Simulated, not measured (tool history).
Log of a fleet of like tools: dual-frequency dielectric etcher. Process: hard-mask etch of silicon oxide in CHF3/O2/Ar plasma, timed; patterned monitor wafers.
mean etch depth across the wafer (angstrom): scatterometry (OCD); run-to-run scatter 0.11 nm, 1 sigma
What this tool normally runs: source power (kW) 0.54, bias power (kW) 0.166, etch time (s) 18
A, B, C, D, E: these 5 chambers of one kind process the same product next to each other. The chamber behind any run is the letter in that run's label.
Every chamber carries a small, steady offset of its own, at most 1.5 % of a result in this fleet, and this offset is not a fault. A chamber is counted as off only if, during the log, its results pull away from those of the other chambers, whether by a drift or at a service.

run     day  source power (kW)  bias power (kW)  etch time (s)  read-back reference wafer on the same gauge, depth_nm  mean etch depth across the wafer (angstrom)
 1D   0.217               0.54            0.166             18                                                  35.79                                       335.99
 2C   0.496               0.54            0.166             18                                                 35.795                                       334.56
 3A   0.804               0.54            0.166             18                                                 35.783                                       327.21
 4E   1.062               0.54            0.166             18                                                  35.79                                        334.4
 5B   1.396               0.54            0.166             18                                                 35.797                                       329.91
 6A     1.8               0.54            0.166             18                                                 35.775                                       327.88
 7C    2.05               0.54            0.166             14                                                 35.793                                       260.84
 8E   2.517               0.54            0.166             14                                                 35.809                                       259.83
 9B   2.746               0.54            0.166             14                                                 35.803                                       258.01
10D   3.221               0.54            0.166             14                                                 35.784                                       260.47
11C   3.679               0.54            0.166             14                                                 35.798                                        258.9
12E   4.083               0.54            0.166             18                                                 35.812                                       333.03
13D   4.342               0.54            0.166             18                                                 35.801                                        333.9
14B   4.646               0.54            0.166             18                                                 35.788                                       330.43
15A   5.008               0.54            0.166             18                                                 35.777                                       329.01
16D   5.454               0.54            0.166             18                                                  35.81                                        336.3
17C   5.804               0.54            0.166             18                                                 35.789                                       334.66
18A   6.025               0.54            0.166             18                                                 35.783                                       328.67
19B     6.4               0.54            0.166             18                                                 35.774                                       328.83
20E   6.808               0.54            0.166             18                                                 35.799                                       332.36
      6.854  -- chamber B: bias power generator calibrated
21D   7.075               0.54            0.166             18                                                 35.791                                       333.91
22A   7.433               0.54            0.166             18                                                 35.811                                       329.11
23B   7.917               0.54            0.186             23                                                 35.803                                       439.68
24C   8.258               0.54            0.186             23                                                 35.813                                       444.59
25E   8.612               0.54            0.186             23                                                 35.835                                       439.14
26D   8.988               0.54            0.186             23                                                 35.823                                       442.16
      9.362  -- chamber C: wet clean of the chamber
27E   9.392               0.54            0.186             23                                                  35.84                                       441.44
28A   9.871               0.54            0.166             18                                                 35.796                                       330.01
29B  10.283               0.54            0.166             18                                                 35.816                                       329.45
30C  10.754               0.54            0.166             18                                                 35.803                                       334.87
31E  11.162               0.54            0.166             18                                                 35.804                                       333.07
32C  11.525               0.54            0.166             18                                                  35.82                                        334.2
33D  11.758               0.54            0.166             18                                                 35.806                                        334.3
34A  11.979               0.54            0.166             18                                                 35.829                                        328.4
35B  12.358               0.54            0.166             18                                                 35.811                                       329.09
36C  12.783               0.54            0.166             18                                                 35.773                                          334
37E  13.146               0.54            0.166             18                                                 35.801                                       333.19
38A  13.596               0.54            0.166             18                                                 35.818                                       328.93
39B  13.896               0.54            0.166             18                                                 35.823                                       329.11

Which is it: a chamber that has drifted or been left off by a service, a gauge drift common to all chambers, or only each chamber's usual small offset? If a chamber is off, name it and its likeliest cause.

Neither any chamber nor the gauge drifts; the chambers differ only by their own small, steady offsets.

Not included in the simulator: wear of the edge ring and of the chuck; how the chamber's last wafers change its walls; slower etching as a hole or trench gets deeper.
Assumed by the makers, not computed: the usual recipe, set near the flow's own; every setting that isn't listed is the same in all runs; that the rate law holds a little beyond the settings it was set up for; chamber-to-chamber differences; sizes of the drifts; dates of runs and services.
